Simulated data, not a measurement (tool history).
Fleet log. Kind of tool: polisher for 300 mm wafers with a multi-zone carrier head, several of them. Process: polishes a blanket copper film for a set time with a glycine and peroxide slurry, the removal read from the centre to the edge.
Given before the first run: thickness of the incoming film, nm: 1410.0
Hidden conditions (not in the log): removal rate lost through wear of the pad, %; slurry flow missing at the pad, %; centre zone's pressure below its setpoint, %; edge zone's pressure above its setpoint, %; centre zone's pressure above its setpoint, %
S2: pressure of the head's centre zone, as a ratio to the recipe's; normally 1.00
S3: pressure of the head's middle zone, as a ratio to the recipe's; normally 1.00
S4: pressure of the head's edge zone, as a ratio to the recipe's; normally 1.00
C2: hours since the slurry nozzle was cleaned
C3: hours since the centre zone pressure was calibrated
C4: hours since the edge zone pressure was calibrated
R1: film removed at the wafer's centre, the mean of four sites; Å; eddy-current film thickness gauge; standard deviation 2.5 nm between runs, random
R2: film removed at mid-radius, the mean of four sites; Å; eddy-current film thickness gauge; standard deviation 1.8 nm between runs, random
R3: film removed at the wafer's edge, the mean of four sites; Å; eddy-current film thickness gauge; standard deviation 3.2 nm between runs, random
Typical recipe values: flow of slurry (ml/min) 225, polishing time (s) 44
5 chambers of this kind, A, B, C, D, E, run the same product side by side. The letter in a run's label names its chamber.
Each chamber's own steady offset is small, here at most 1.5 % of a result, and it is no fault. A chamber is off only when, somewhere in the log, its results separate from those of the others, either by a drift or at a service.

{"run": "1E", "day": 0.142, "flow of slurry (ml/min)": 225, "S2": 1.0, "S3": 1.0, "S4": 1.0, "polishing time (s)": 44, "wafers polished on this pad": 658, "C2": 48.2, "C3": 382.4, "C4": 1240.6, "R1": 2262.2, "R2": 2193.2, "R3": 2236.1}
{"day": 0.212, "done": "chamber D: worn pad replaced by a new one"}
{"run": "2D", "day": 0.246, "flow of slurry (ml/min)": 225, "S2": 1.0, "S3": 1.0, "S4": 1.0, "polishing time (s)": 44, "wafers polished on this pad": 12, "C2": 598.8, "C3": 345.3, "C4": 283.3, "R1": 2152.4, "R2": 2153.0, "R3": 2139.2}
{"day": 0.25, "done": "chamber A: slurry nozzle cleaned"}
{"run": "3C", "day": 0.375, "flow of slurry (ml/min)": 225, "S2": 1.0, "S3": 1.0, "S4": 1.0, "polishing time (s)": 44, "wafers polished on this pad": 415, "C2": 509.3, "C3": 594.1, "C4": 189.4, "R1": 2167.3, "R2": 2158.3, "R3": 2171.0}
{"run": "4A", "day": 0.467, "flow of slurry (ml/min)": 225, "S2": 1.0, "S3": 1.0, "S4": 1.0, "polishing time (s)": 44, "wafers polished on this pad": 1224, "C2": 5.3, "C3": 883.0, "C4": 292.0, "R1": 2179.7, "R2": 2163.0, "R3": 2203.9}
{"run": "5B", "day": 0.654, "flow of slurry (ml/min)": 225, "S2": 1.0, "S3": 1.0, "S4": 1.0, "polishing time (s)": 44, "wafers polished on this pad": 1062, "C2": 557.4, "C3": 386.4, "C4": 180.5, "R1": 2211.7, "R2": 2223.3, "R3": 2156.7}
{"day": 0.771, "done": "chamber B: worn pad replaced by a new one"}
{"run": "6B", "day": 0.833, "flow of slurry (ml/min)": 225, "S2": 1.0, "S3": 1.0, "S4": 1.0, "polishing time (s)": 54, "wafers polished on this pad": 24, "C2": 561.7, "C3": 390.7, "C4": 184.8, "R1": 2674.7, "R2": 2720.6, "R3": 2647.8}
{"day": 0.979, "done": "chamber C: centre zone pressure recalibrated"}
{"run": "7D", "day": 0.988, "flow of slurry (ml/min)": 225, "S2": 1.0, "S3": 1.0, "S4": 1.0, "polishing time (s)": 54, "wafers polished on this pad": 294, "C2": 616.6, "C3": 363.1, "C4": 301.1, "R1": 2718.4, "R2": 2641.7, "R3": 2672.7}
{"day": 1.004, "done": "chamber C: worn pad replaced by a new one"}
{"day": 1.008, "done": "chamber B: slurry nozzle cleaned"}
{"day": 1.067, "done": "chamber D: slurry nozzle cleaned"}
{"run": "8A", "day": 1.154, "flow of slurry (ml/min)": 225, "S2": 1.0, "S3": 1.0, "S4": 1.0, "polishing time (s)": 54, "wafers polished on this pad": 1485, "C2": 21.8, "C3": 899.5, "C4": 308.5, "R1": 2706.6, "R2": 2672.7, "R3": 2656.3}
{"day": 1.208, "done": "chamber A: worn pad replaced by a new one"}
{"run": "9E", "day": 1.35, "flow of slurry (ml/min)": 225, "S2": 1.0, "S3": 1.0, "S4": 1.0, "polishing time (s)": 54, "wafers polished on this pad": 1117, "C2": 77.2, "C3": 411.4, "C4": 1269.6, "R1": 2723.2, "R2": 2686.2, "R3": 2657.5}
{"run": "10C", "day": 1.462, "flow of slurry (ml/min)": 225, "S2": 1.0, "S3": 1.0, "S4": 1.0, "polishing time (s)": 54, "wafers polished on this pad": 175, "C2": 535.4, "C3": 11.7, "C4": 215.5, "R1": 2695.9, "R2": 2649.6, "R3": 2717.1}
{"run": "11C", "day": 1.612, "flow of slurry (ml/min)": 225, "S2": 1.0, "S3": 1.0, "S4": 1.0, "polishing time (s)": 44, "wafers polished on this pad": 232, "C2": 539.0, "C3": 15.3, "C4": 219.1, "R1": 2244.1, "R2": 2149.0, "R3": 2178.9}
{"day": 1.7, "done": "chamber E: worn pad replaced by a new one"}
{"day": 1.738, "done": "chamber D: worn pad replaced by a new one"}
{"run": "12A", "day": 1.8, "flow of slurry (ml/min)": 225, "S2": 1.0, "S3": 1.0, "S4": 1.0, "polishing time (s)": 44, "wafers polished on this pad": 225, "C2": 37.3, "C3": 915.0, "C4": 324.0, "R1": 2193.9, "R2": 2195.5, "R3": 2167.1}
{"run": "13B", "day": 1.892, "flow of slurry (ml/min)": 225, "S2": 1.0, "S3": 1.0, "S4": 1.0, "polishing time (s)": 44, "wafers polished on this pad": 426, "C2": 21.2, "C3": 416.1, "C4": 210.2, "R1": 2172.0, "R2": 2226.0, "R3": 2243.6}
{"day": 2.004, "done": "chamber A: centre zone pressure recalibrated"}
{"run": "14D", "day": 2.062, "flow of slurry (ml/min)": 225, "S2": 1.0, "S3": 1.0, "S4": 1.0, "polishing time (s)": 44, "wafers polished on this pad": 123, "C2": 23.9, "C3": 388.9, "C4": 326.9, "R1": 2189.4, "R2": 2173.9, "R3": 2212.5}
{"run": "15E", "day": 2.229, "flow of slurry (ml/min)": 225, "S2": 1.0, "S3": 1.0, "S4": 1.0, "polishing time (s)": 44, "wafers polished on this pad": 202, "C2": 98.3, "C3": 432.5, "C4": 1290.7, "R1": 2222.8, "R2": 2191.7, "R3": 2168.5}
{"run": "16E", "day": 2.371, "flow of slurry (ml/min)": 225, "S2": 1.0, "S3": 1.0, "S4": 1.0, "polishing time (s)": 44, "wafers polished on this pad": 256, "C2": 101.7, "C3": 435.9, "C4": 1294.1, "R1": 2233.0, "R2": 2202.7, "R3": 2169.1}
{"day": 2.471, "done": "chamber C: slurry nozzle cleaned"}
{"run": "17B", "day": 2.508, "flow of slurry (ml/min)": 225, "S2": 1.0, "S3": 1.0, "S4": 1.0, "polishing time (s)": 44, "wafers polished on this pad": 661, "C2": 36.0, "C3": 430.9, "C4": 225.0, "R1": 2217.2, "R2": 2158.7, "R3": 2227.5}
{"run": "18C", "day": 2.667, "flow of slurry (ml/min)": 225, "S2": 1.0, "S3": 1.0, "S4": 1.0, "polishing time (s)": 44, "wafers polished on this pad": 632, "C2": 4.8, "C3": 40.6, "C4": 244.4, "R1": 2156.8, "R2": 2166.2, "R3": 2178.0}
{"day": 2.683, "done": "chamber C: worn pad replaced by a new one"}
{"run": "19A", "day": 2.817, "flow of slurry (ml/min)": 225, "S2": 1.0, "S3": 1.06, "S4": 1.0, "polishing time (s)": 44, "wafers polished on this pad": 611, "C2": 61.7, "C3": 19.5, "C4": 348.4, "R1": 1999.9, "R2": 2299.6, "R3": 2171.2}
{"run": "20D", "day": 2.971, "flow of slurry (ml/min)": 225, "S2": 1.0, "S3": 1.06, "S4": 1.0, "polishing time (s)": 44, "wafers polished on this pad": 468, "C2": 45.7, "C3": 410.7, "C4": 348.7, "R1": 2211.5, "R2": 2265.2, "R3": 2206.8}
{"run": "21E", "day": 3.138, "flow of slurry (ml/min)": 225, "S2": 1.0, "S3": 1.06, "S4": 1.0, "polishing time (s)": 44, "wafers polished on this pad": 547, "C2": 120.1, "C3": 454.3, "C4": 1312.5, "R1": 2246.7, "R2": 2330.8, "R3": 2222.9}
{"run": "22A", "day": 3.288, "flow of slurry (ml/min)": 225, "S2": 1.0, "S3": 1.06, "S4": 1.0, "polishing time (s)": 44, "wafers polished on this pad": 790, "C2": 73.0, "C3": 30.8, "C4": 359.7, "R1": 1954.1, "R2": 2274.0, "R3": 2165.9}
{"day": 3.388, "done": "chamber D: worn pad replaced by a new one"}
{"run": "23D", "day": 3.429, "flow of slurry (ml/min)": 225, "S2": 1.0, "S3": 1.06, "S4": 1.0, "polishing time (s)": 44, "wafers polished on this pad": 16, "C2": 56.7, "C3": 421.7, "C4": 359.7, "R1": 2102.2, "R2": 2268.5, "R3": 2165.2}
{"run": "24B", "day": 3.571, "flow of slurry (ml/min)": 225, "S2": 1.0, "S3": 1.0, "S4": 1.0, "polishing time (s)": 44, "wafers polished on this pad": 1065, "C2": 61.5, "C3": 456.4, "C4": 250.5, "R1": 2217.1, "R2": 2224.5, "R3": 2196.8}
{"run": "25C", "day": 3.7, "flow of slurry (ml/min)": 225, "S2": 1.0, "S3": 1.0, "S4": 1.0, "polishing time (s)": 44, "wafers polished on this pad": 386, "C2": 29.6, "C3": 65.4, "C4": 269.2, "R1": 2223.8, "R2": 2182.5, "R3": 2199.7}
{"day": 3.733, "done": "chamber B: worn pad replaced by a new one"}
{"run": "26C", "day": 3.792, "flow of slurry (ml/min)": 225, "S2": 1.0, "S3": 1.0, "S4": 1.0, "polishing time (s)": 44, "wafers polished on this pad": 421, "C2": 31.8, "C3": 67.6, "C4": 271.4, "R1": 2213.7, "R2": 2168.1, "R3": 2170.9}
{"run": "27A", "day": 3.975, "flow of slurry (ml/min)": 225, "S2": 1.07, "S3": 1.0, "S4": 1.0, "polishing time (s)": 44, "wafers polished on this pad": 1052, "C2": 89.5, "C3": 47.3, "C4": 376.2, "R1": 2125.2, "R2": 2165.8, "R3": 2221.6}
{"run": "28E", "day": 4.079, "flow of slurry (ml/min)": 225, "S2": 1.07, "S3": 1.0, "S4": 1.0, "polishing time (s)": 44, "wafers polished on this pad": 905, "C2": 142.7, "C3": 476.9, "C4": 1335.1, "R1": 2366.1, "R2": 2217.0, "R3": 2195.5}
{"run": "29D", "day": 4.212, "flow of slurry (ml/min)": 225, "S2": 1.07, "S3": 1.0, "S4": 1.0, "polishing time (s)": 44, "wafers polished on this pad": 313, "C2": 75.5, "C3": 440.5, "C4": 378.5, "R1": 2355.4, "R2": 2178.0, "R3": 2160.0}
{"run": "30B", "day": 4.342, "flow of slurry (ml/min)": 225, "S2": 1.07, "S3": 1.0, "S4": 1.0, "polishing time (s)": 44, "wafers polished on this pad": 232, "C2": 80.0, "C3": 474.9, "C4": 269.0, "R1": 2358.8, "R2": 2231.3, "R3": 2221.0}
{"day": 4.358, "done": "chamber E: edge zone pressure recalibrated"}
{"day": 4.475, "done": "chamber C: worn pad replaced by a new one"}
{"run": "31D", "day": 4.5, "flow of slurry (ml/min)": 225, "S2": 1.07, "S3": 1.0, "S4": 1.0, "polishing time (s)": 44, "wafers polished on this pad": 423, "C2": 82.4, "C3": 447.4, "C4": 385.4, "R1": 2319.4, "R2": 2188.4, "R3": 2181.6}
{"run": "32C", "day": 4.588, "flow of slurry (ml/min)": 225, "S2": 1.0, "S3": 1.0, "S4": 1.0, "polishing time (s)": 44, "wafers polished on this pad": 44, "C2": 50.9, "C3": 86.7, "C4": 290.5, "R1": 2197.2, "R2": 2179.6, "R3": 2160.5}
{"run": "33A", "day": 4.738, "flow of slurry (ml/min)": 225, "S2": 1.0, "S3": 1.0, "S4": 1.0, "polishing time (s)": 44, "wafers polished on this pad": 1341, "C2": 107.8, "C3": 65.6, "C4": 394.5, "R1": 1982.0, "R2": 2156.4, "R3": 2160.9}
{"run": "34E", "day": 4.888, "flow of slurry (ml/min)": 225, "S2": 1.0, "S3": 1.0, "S4": 1.0, "polishing time (s)": 44, "wafers polished on this pad": 1212, "C2": 162.1, "C3": 496.3, "C4": 12.7, "R1": 2251.5, "R2": 2208.5, "R3": 2207.7}
{"run": "35B", "day": 5.058, "flow of slurry (ml/min)": 225, "S2": 1.0, "S3": 1.0, "S4": 1.0, "polishing time (s)": 44, "wafers polished on this pad": 505, "C2": 97.2, "C3": 492.1, "C4": 286.2, "R1": 2241.8, "R2": 2220.6, "R3": 2151.9}

Decide between three cases: one chamber stands off from its peers, the gauge reading all wafers drifts, or nothing is wrong past each chamber's small offset. Where a chamber is off, say which and what most likely put it there.

Chamber A came out of a service off from its peers and stayed that way.
What lies behind it: centre zone's pressure below its setpoint, % = 8.25.

Chamber A could run next with any of the 4 candidate recipes listed below; each alters the usual settings, and their results appear as question marks. Which one brings its results back in line with what the other chambers deliver on the usual settings?
In line means no further than this from the other chambers' mean on the usual settings: R1 87.0 Å; R2 64.0 Å; R3 110.0 Å
{"run": "36A-1", "day": 5.204, "flow of slurry (ml/min)": 215, "S2": 0.89, "S3": 1.03, "S4": 1.03, "polishing time (s)": 42, "R1": "?", "R2": "?", "R3": "?"}
{"run": "36A-2", "day": 5.204, "flow of slurry (ml/min)": 220, "S2": 0.93, "S3": 1.02, "S4": 1.02, "polishing time (s)": 43, "R1": "?", "R2": "?", "R3": "?"}
{"run": "36A-3", "day": 5.204, "flow of slurry (ml/min)": 230, "S2": 1.07, "S3": 0.98, "S4": 0.98, "polishing time (s)": 45, "R1": "?", "R2": "?", "R3": "?"}
{"run": "36A-4", "day": 5.204, "flow of slurry (ml/min)": 235, "S2": 1.12, "S3": 0.97, "S4": 0.97, "polishing time (s)": 46, "R1": "?", "R2": "?", "R3": "?"}

On the usual settings, the other chambers give on average: R1 2194.0 Å; R2 2185.2 Å; R3 2191.8 Å
run=36A-1 R1=1649.6 R2=2102.3 R3=2081.2
run=36A-2 R1=1781.4 R2=2139.7 R3=2125.0
run=36A-3 R1=2195.4 R2=2170.8 R3=2188.7
run=36A-4 R1=2367.8 R2=2204.1 R3=2230.4
The right change is 36A-3: it brings the chamber back within the allowed miss of the others.
